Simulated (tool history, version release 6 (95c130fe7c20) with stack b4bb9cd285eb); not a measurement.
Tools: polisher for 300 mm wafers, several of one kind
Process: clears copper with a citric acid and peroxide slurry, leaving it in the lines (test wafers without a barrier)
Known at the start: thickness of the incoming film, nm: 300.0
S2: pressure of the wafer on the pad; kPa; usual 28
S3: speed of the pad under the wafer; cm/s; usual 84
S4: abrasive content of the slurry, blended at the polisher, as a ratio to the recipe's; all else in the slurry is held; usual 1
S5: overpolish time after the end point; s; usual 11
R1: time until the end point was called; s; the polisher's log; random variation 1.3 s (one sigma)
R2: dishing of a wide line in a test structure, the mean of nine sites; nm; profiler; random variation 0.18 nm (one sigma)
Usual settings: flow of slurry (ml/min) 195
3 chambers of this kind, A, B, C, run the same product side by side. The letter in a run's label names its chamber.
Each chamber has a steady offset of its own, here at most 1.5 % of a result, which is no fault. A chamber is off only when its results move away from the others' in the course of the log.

{"hour": 0.6, "done": "chamber C: slurry blender recalibrated"}
{"hour": 4.8, "done": "chamber B: head pressure recalibrated"}
{"run": "1A", "hour": 14.7, "flow of slurry (ml/min)": 195, "S2": 28, "S3": 84, "S4": 1, "S5": 11, "R1": 138.08, "R2": 17.74}
{"run": "2B", "hour": 28.4, "flow of slurry (ml/min)": 195, "S2": 28, "S3": 84, "S4": 1, "S5": 11, "R1": 136.54, "R2": 17.881}
{"run": "3C", "hour": 42.4, "flow of slurry (ml/min)": 195, "S2": 28, "S3": 84, "S4": 1, "S5": 11, "R1": 140.41, "R2": 17.818}
{"hour": 45.0, "done": "chamber C: worn pad replaced by a new one"}
{"run": "4C", "hour": 49.0, "flow of slurry (ml/min)": 195, "S2": 28, "S3": 84, "S4": 1, "S5": 11, "R1": 137.38, "R2": 18.032}
{"hour": 57.5, "done": "chamber A: worn pad replaced by a new one"}
{"run": "5A", "hour": 58.7, "flow of slurry (ml/min)": 195, "S2": 28, "S3": 84, "S4": 1, "S5": 11, "R1": 139.37, "R2": 17.851}
{"run": "6B", "hour": 66.3, "flow of slurry (ml/min)": 195, "S2": 28, "S3": 84, "S4": 1, "S5": 11, "R1": 137.78, "R2": 17.639}
{"hour": 77.3, "done": "chamber B: worn pad replaced by a new one"}
{"run": "7B", "hour": 77.7, "flow of slurry (ml/min)": 195, "S2": 28, "S3": 84, "S4": 1, "S5": 15, "R1": 137.23, "R2": 23.726}
{"run": "8C", "hour": 89.9, "flow of slurry (ml/min)": 195, "S2": 28, "S3": 84, "S4": 1, "S5": 15, "R1": 138.24, "R2": 23.681}
{"run": "9A", "hour": 97.1, "flow of slurry (ml/min)": 195, "S2": 28, "S3": 84, "S4": 1, "S5": 15, "R1": 136.81, "R2": 23.649}
{"run": "10B", "hour": 107.8, "flow of slurry (ml/min)": 155, "S2": 28, "S3": 84, "S4": 1, "S5": 13, "R1": 139.99, "R2": 20.476}
{"run": "11A", "hour": 122.9, "flow of slurry (ml/min)": 155, "S2": 28, "S3": 84, "S4": 1, "S5": 13, "R1": 138.97, "R2": 20.08}
{"run": "12C", "hour": 132.1, "flow of slurry (ml/min)": 155, "S2": 28, "S3": 84, "S4": 1, "S5": 13, "R1": 147.13, "R2": 20.139}
{"hour": 141.7, "done": "chamber C: slurry nozzle cleaned"}
{"hour": 142.1, "done": "chamber C: slurry blender recalibrated"}
{"run": "13C", "hour": 144.0, "flow of slurry (ml/min)": 195, "S2": 28, "S3": 84, "S4": 1, "S5": 11, "R1": 139.83, "R2": 17.311}
{"hour": 151.0, "done": "chamber C: worn pad replaced by a new one"}
{"run": "14B", "hour": 152.9, "flow of slurry (ml/min)": 195, "S2": 28, "S3": 84, "S4": 1, "S5": 11, "R1": 137.37, "R2": 17.814}
{"run": "15A", "hour": 166.6, "flow of slurry (ml/min)": 195, "S2": 28, "S3": 84, "S4": 1, "S5": 11, "R1": 139.22, "R2": 17.779}
{"run": "16A", "hour": 179.3, "flow of slurry (ml/min)": 195, "S2": 28, "S3": 84, "S4": 1, "S5": 11, "R1": 137.4, "R2": 17.924}
{"run": "17B", "hour": 191.7, "flow of slurry (ml/min)": 195, "S2": 28, "S3": 84, "S4": 1, "S5": 11, "R1": 139.13, "R2": 17.711}
{"run": "18C", "hour": 200.1, "flow of slurry (ml/min)": 195, "S2": 28, "S3": 84, "S4": 1, "S5": 11, "R1": 140.48, "R2": 17.802}
{"hour": 200.3, "done": "chamber B: slurry nozzle cleaned"}
{"hour": 202.4, "done": "chamber A: slurry blender recalibrated"}
{"run": "19B", "hour": 208.0, "flow of slurry (ml/min)": 195, "S2": 28, "S3": 84, "S4": 1, "S5": 11, "R1": 137.14, "R2": 18.039}
{"run": "20C", "hour": 220.3, "flow of slurry (ml/min)": 195, "S2": 28, "S3": 84, "S4": 1, "S5": 11, "R1": 138.37, "R2": 17.813}
{"run": "21A", "hour": 232.2, "flow of slurry (ml/min)": 195, "S2": 28, "S3": 84, "S4": 1, "S5": 11, "R1": 137.14, "R2": 17.835}
{"run": "22A", "hour": 246.0, "flow of slurry (ml/min)": 195, "S2": 28, "S3": 84, "S4": 1, "S5": 11, "R1": 135.43, "R2": 17.602}
{"run": "23B", "hour": 255.5, "flow of slurry (ml/min)": 195, "S2": 28, "S3": 84, "S4": 1, "S5": 8, "R1": 134.91, "R2": 13.421}

What goes on in this fleet: one chamber off, a drifting gauge, or nothing beyond the chambers' own small offsets? Name the chamber and the cause, if any.

No chamber stands off beyond its own small offset, and the gauge holds steady.
